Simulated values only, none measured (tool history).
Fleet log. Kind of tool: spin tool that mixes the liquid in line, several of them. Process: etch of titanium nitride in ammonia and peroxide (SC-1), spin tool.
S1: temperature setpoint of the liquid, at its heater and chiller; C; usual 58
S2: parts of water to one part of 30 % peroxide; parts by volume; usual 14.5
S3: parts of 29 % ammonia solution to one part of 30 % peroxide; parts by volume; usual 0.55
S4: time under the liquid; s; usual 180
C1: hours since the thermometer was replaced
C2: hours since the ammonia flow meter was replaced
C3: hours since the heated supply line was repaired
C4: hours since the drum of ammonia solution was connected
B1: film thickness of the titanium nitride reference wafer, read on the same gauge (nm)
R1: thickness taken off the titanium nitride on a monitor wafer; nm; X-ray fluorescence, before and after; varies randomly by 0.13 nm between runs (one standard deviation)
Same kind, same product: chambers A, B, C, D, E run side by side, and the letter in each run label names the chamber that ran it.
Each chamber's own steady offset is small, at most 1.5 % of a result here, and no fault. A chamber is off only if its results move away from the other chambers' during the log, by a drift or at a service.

run,hour,S1,S2,S3,S4,C1,C2,C3,C4,B1,R1
1E,4.1,58,14.5,0.55,180,68.2,491.2,688.1,55.9,120.02,23.063
2C,7,58,14.5,0.55,180,347.8,858.1,2653.7,269,119.98,22.721
3B,12.9,58,14.5,0.55,180,671.1,320.8,412.4,848,120.01,22.72
4A,16.3,58,14.5,0.55,180,1610.7,878.9,620.9,466.2,120.02,22.748
5D,22,58,14.5,0.55,180,186.5,58,320.2,192.3,119.98,23.113
6E,26.5,58,14.5,0.55,180,90.6,513.6,710.5,78.3,119.98,23.265
7B,30.5,58,14.5,0.55,180,688.7,338.4,430,865.6,119.98,22.649
8A,34.2,58,14.5,0.55,180,1628.6,896.8,638.8,484.1,120.02,22.73
9C,40.2,58,14.5,0.4,180,381,891.3,2686.9,302.2,120.01,21.508
10D,43.5,58,14.5,0.4,180,208,79.5,341.7,213.8,119.99,21.425
11B,49.1,58,14.5,0.4,180,707.3,357,448.6,884.2,120.02,21.431
12C,53.6,58,14.5,0.4,180,394.4,904.7,2700.3,315.6,119.97,21.465
13D,57.5,58,14.5,0.4,180,222,93.5,355.7,227.8,119.97,21.263
14E,60.6,58,14.5,0.55,180,124.7,547.7,744.6,112.4,119.99,23.05
15A,64.6,58,14.5,0.55,180,1659,927.2,669.2,514.5,120.01,22.391
16C,70.7,58,14.5,0.55,180,411.5,921.8,2717.4,332.7,120.01,22.837
17B,75.8,52,21,0.55,180,734,383.7,475.3,910.9,120.04,12.581
18A,80.1,52,21,0.55,180,1674.5,942.7,684.7,530,119.99,12.059
19D,82.9,52,21,0.55,180,247.4,118.9,381.1,253.2,120,12.457
# hour 83.1: chamber C: new drum of ammonia solution connected
20E,86.7,52,21,0.55,180,150.8,573.8,770.7,138.5,119.99,12.578
21E,90.8,52,21,0.55,180,154.9,577.9,774.8,142.6,119.98,12.464
22C,95,58,14.5,0.55,180,435.8,946.1,2741.7,11.9,119.97,22.782
23B,98.6,58,14.5,0.55,180,756.8,406.5,498.1,933.7,120,22.536
24A,101.5,58,14.5,0.55,180,1695.9,964.1,706.1,551.4,119.94,22.084
25D,105.7,58,14.5,0.55,180,270.2,141.7,403.9,276,119.99,22.961
# hour 106.8: chamber B: new drum of ammonia solution connected
26A,111.4,58,14.5,0.55,180,1705.8,974,716,561.3,119.98,21.723
27D,114.1,58,14.5,0.55,180,278.6,150.1,412.3,284.4,120,22.932
28E,116.9,58,14.5,0.55,180,181,604,800.9,168.7,120.03,23.003
29C,121.3,58,14.5,0.55,180,462.1,972.4,2768,38.2,120.03,22.757
30B,124,58,14.5,0.55,180,782.2,431.9,523.5,17.3,119.99,22.678
31E,128.9,58,14.5,0.55,180,193,616,812.9,180.7,119.98,22.882
32D,132.2,58,14.5,0.55,180,296.7,168.2,430.4,302.5,120.03,22.87
33A,136.6,58,14.5,0.55,180,1731,999.2,741.2,586.5,120,21.536
34C,140.5,58,14.5,0.55,180,481.3,991.6,2787.2,57.4,120.03,22.692
35B,144,58,14.5,0.55,70,802.2,451.9,543.5,37.3,120.01,8.8041
36C,148.9,58,14.5,0.55,70,489.7,1000,2795.6,65.8,119.98,8.8591
37B,152.5,58,14.5,0.55,70,810.7,460.4,552,45.8,119.99,8.8051
38A,157.6,58,14.5,0.55,70,1752,1020.2,762.2,607.5,120.05,8.2751
39D,163,58,14.5,0.55,70,327.5,199,461.2,333.3,119.99,8.9915

Read the log: is a single chamber off, either drifting away or since a service, is the gauge that measures every chamber drifting, or is nothing wrong beyond small per-chamber offsets? Name any odd chamber and what most likely caused it.

One chamber, A, drifts off from the rest bit by bit.
Most likely cause: liquid colder than its thermometer reads (K) = 1.17.
The log may not tell that from: temperature lost on the way to the wafer (K).

Below are 4 candidate recipes for chamber A's next run, each the usual settings with a change, their results shown as question marks. Which of them brings A's results back in line with what the other chambers give on the usual settings?
In line means no further than this from the other chambers' mean on the usual settings: R1 0.45 nm
40A-1,167.4,58,16.5,0.55,180,,,,,,?
40A-2,167.4,58,14.5,0.85,180,,,,,,?
40A-3,167.4,58,15.5,0.55,180,,,,,,?
40A-4,167.4,58.5,14.5,0.55,180,,,,,,?

Other chambers, usual settings, mean: R1 22.854 nm
run,R1
40A-1,19.657
40A-2,22.793
40A-3,20.35
40A-4,21.829
The answer is 40A-2, which returns the chamber to within the allowed miss of the others.
